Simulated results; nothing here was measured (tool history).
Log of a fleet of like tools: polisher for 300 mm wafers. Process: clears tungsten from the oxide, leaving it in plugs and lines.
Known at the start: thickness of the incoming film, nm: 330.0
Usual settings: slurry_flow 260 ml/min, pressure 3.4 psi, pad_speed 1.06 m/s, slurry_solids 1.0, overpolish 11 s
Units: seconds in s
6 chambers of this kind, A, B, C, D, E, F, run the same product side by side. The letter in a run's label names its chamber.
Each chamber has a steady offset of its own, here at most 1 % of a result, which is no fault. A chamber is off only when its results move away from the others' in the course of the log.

At hour 2.6: chamber B: slurry blender recalibrated.
Run 1C, hour 6.2: usual settings. Result: seconds 60.778 s.
Run 2B, hour 11.9: usual settings. Result: seconds 60.544 s.
At hour 15.7: chamber E: worn pad replaced by a new one.
Run 3F, hour 16.8: usual settings. Result: seconds 59.230 s.
Run 4D, hour 23.0: usual settings. Result: seconds 58.536 s.
Run 5E, hour 28.6: usual settings but pressure 2.7 psi, pad_speed 1.40 m/s. Result: seconds 59.463 s.
Run 6A, hour 36.9: usual settings but pressure 2.7 psi, pad_speed 1.40 m/s. Result: seconds 57.813 s.
At hour 37.7: chamber D: slurry tank refilled with fresh slurry and peroxide.
At hour 42.1: chamber E: slurry nozzle cleaned.
Run 7B, hour 44.3: usual settings but pressure 2.7 psi, pad_speed 1.40 m/s. Result: seconds 58.319 s.
At hour 49.4: chamber F: slurry tank refilled with fresh slurry and peroxide.
At hour 50.3: chamber A: slurry tank refilled with fresh slurry and peroxide.
Run 8D, hour 52.4: usual settings but pressure 2.7 psi, pad_speed 1.40 m/s. Result: seconds 57.247 s.
At hour 57.3: chamber D: worn pad replaced by a new one.
Run 9C, hour 57.4: usual settings but pressure 2.7 psi, pad_speed 1.40 m/s. Result: seconds 58.083 s.
Run 10E, hour 64.3: usual settings but pressure 2.7 psi, pad_speed 1.40 m/s. Result: seconds 59.831 s.
Run 11A, hour 69.2: usual settings. Result: seconds 60.158 s.
At hour 71.7: chamber F: slurry nozzle cleaned.
Run 12F, hour 74.5: usual settings. Result: seconds 60.353 s.
At hour 77.2: chamber A: slurry nozzle cleaned.
At hour 78.0: chamber A: worn pad replaced by a new one.
At hour 81.3: chamber C: slurry nozzle cleaned.
Run 13A, hour 81.4: usual settings. Result: seconds 59.904 s.
At hour 88.6: chamber B: worn pad replaced by a new one.
Run 14E, hour 89.7: usual settings. Result: seconds 62.132 s.
Run 15D, hour 97.0: usual settings. Result: seconds 60.161 s.
At hour 98.2: chamber F: slurry tank refilled with fresh slurry and peroxide.
At hour 103.2: chamber F: worn pad replaced by a new one.
Run 16C, hour 104.8: usual settings but pressure 4.6 psi, pad_speed 1.38 m/s. Result: seconds 34.526 s.
Run 17F, hour 109.5: usual settings but pressure 4.6 psi, pad_speed 1.38 m/s. Result: seconds 33.915 s.
At hour 113.1: chamber E: slurry tank refilled with fresh slurry and peroxide.
Run 18B, hour 114.3: usual settings but pressure 4.6 psi, pad_speed 1.38 m/s. Result: seconds 35.172 s.
At hour 117.5: chamber E: worn pad replaced by a new one.
At hour 119.1: chamber A: slurry tank refilled with fresh slurry and peroxide.
Run 19B, hour 122.4: usual settings but pressure 4.6 psi, pad_speed 1.38 m/s. Result: seconds 35.701 s.
Run 20A, hour 127.0: usual settings but pressure 4.6 psi, pad_speed 1.38 m/s. Result: seconds 34.353 s.
At hour 134.2: chamber B: slurry blender recalibrated.
Run 21C, hour 134.5: usual settings but pressure 4.6 psi, pad_speed 1.38 m/s. Result: seconds 34.055 s.
At hour 134.6: chamber C: slurry blender recalibrated.
Run 22E, hour 139.3: usual settings. Result: seconds 62.194 s.
Run 23D, hour 146.1: usual settings. Result: seconds 60.223 s.
At hour 151.1: chamber F: slurry tank refilled with fresh slurry and peroxide.
Run 24F, hour 154.2: usual settings. Result: seconds 59.183 s.
At hour 156.6: chamber C: worn pad replaced by a new one.
Run 25E, hour 160.6: usual settings. Result: seconds 62.700 s.
At hour 164.0: chamber D: worn pad replaced by a new one.
At hour 165.2: chamber A: worn pad replaced by a new one.
Run 26B, hour 167.5: usual settings. Result: seconds 64.001 s.
At hour 169.1: chamber A: slurry blender recalibrated.
At hour 169.6: chamber D: head pressure recalibrated.
Run 27C, hour 174.6: usual settings. Result: seconds 64.224 s.
At hour 174.8: chamber C: slurry tank refilled with fresh slurry and peroxide.
Run 28F, hour 180.8: usual settings but pad_speed 0.74 m/s, overpolish 15 s. Result: seconds 83.897 s.
At hour 185.6: chamber D: slurry tank refilled with fresh slurry and peroxide.
Run 29A, hour 186.1: usual settings but pad_speed 0.74 m/s, overpolish 15 s. Result: seconds 86.522 s.
At hour 186.6: chamber A: head pressure recalibrated.
At hour 187.2: chamber A: slurry tank refilled with fresh slurry and peroxide.
Run 30D, hour 190.8: usual settings but pad_speed 0.74 m/s, overpolish 15 s. Result: seconds 87.598 s.
Run 31A, hour 195.8: usual settings but pad_speed 0.74 m/s, overpolish 15 s. Result: seconds 88.216 s.
Run 32B, hour 202.3: usual settings but pad_speed 0.74 m/s, overpolish 15 s. Result: seconds 94.786 s.
At hour 205.0: chamber F: slurry tank refilled with fresh slurry and peroxide.
Run 33E, hour 210.4: usual settings but pad_speed 0.74 m/s, overpolish 15 s. Result: seconds 88.449 s.
At hour 215.2: chamber E: worn pad replaced by a new one.
Run 34C, hour 215.2: usual settings. Result: seconds 62.243 s.
Run 35F, hour 221.8: usual settings. Result: seconds 61.636 s.
Run 36D, hour 228.2: usual settings. Result: seconds 60.523 s.
At hour 234.9: chamber F: slurry blender recalibrated.
Run 37F, hour 235.0: usual settings. Result: seconds 59.672 s.
Run 38C, hour 242.8: usual settings. Result: seconds 62.181 s.
Run 39A, hour 249.1: usual settings. Result: seconds 61.079 s.
Run 40E, hour 254.4: usual settings. Result: seconds 63.018 s.

What goes on in this fleet: one chamber off, a drifting gauge, or nothing beyond the chambers' own small offsets? Name the chamber and the cause, if any.

Chamber B drifts away from the others.
Cause: peroxide lost from the slurry, % = 28.1.
The log may not tell that from: head's pressure below its setpoint, %.

Here are 4 candidates for chamber B's next run, each the usual settings with a change, their results left as question marks. Which one brings its results back in line with what the others give on the usual settings?
In line means no further than this from the other chambers' mean on the usual settings: seconds 4.200 s
Run 41B-1, hour 260.4: usual settings but pressure 3.9 psi. Result: seconds ?.
Run 41B-2, hour 260.4: usual settings but slurry_flow 270 ml/min, pad_speed 1.36 m/s. Result: seconds ?.
Run 41B-3, hour 260.4: usual settings but slurry_flow 255 ml/min, pad_speed 0.80 m/s. Result: seconds ?.
Run 41B-4, hour 260.4: usual settings but pad_speed 0.92 m/s. Result: seconds ?.

The other chambers' mean on the usual settings: seconds 60.991 s
  run  seconds
41B-1   61.441
41B-2   54.712
41B-3   93.712
41B-4   81.279
41B-1 brings the chamber back in line.
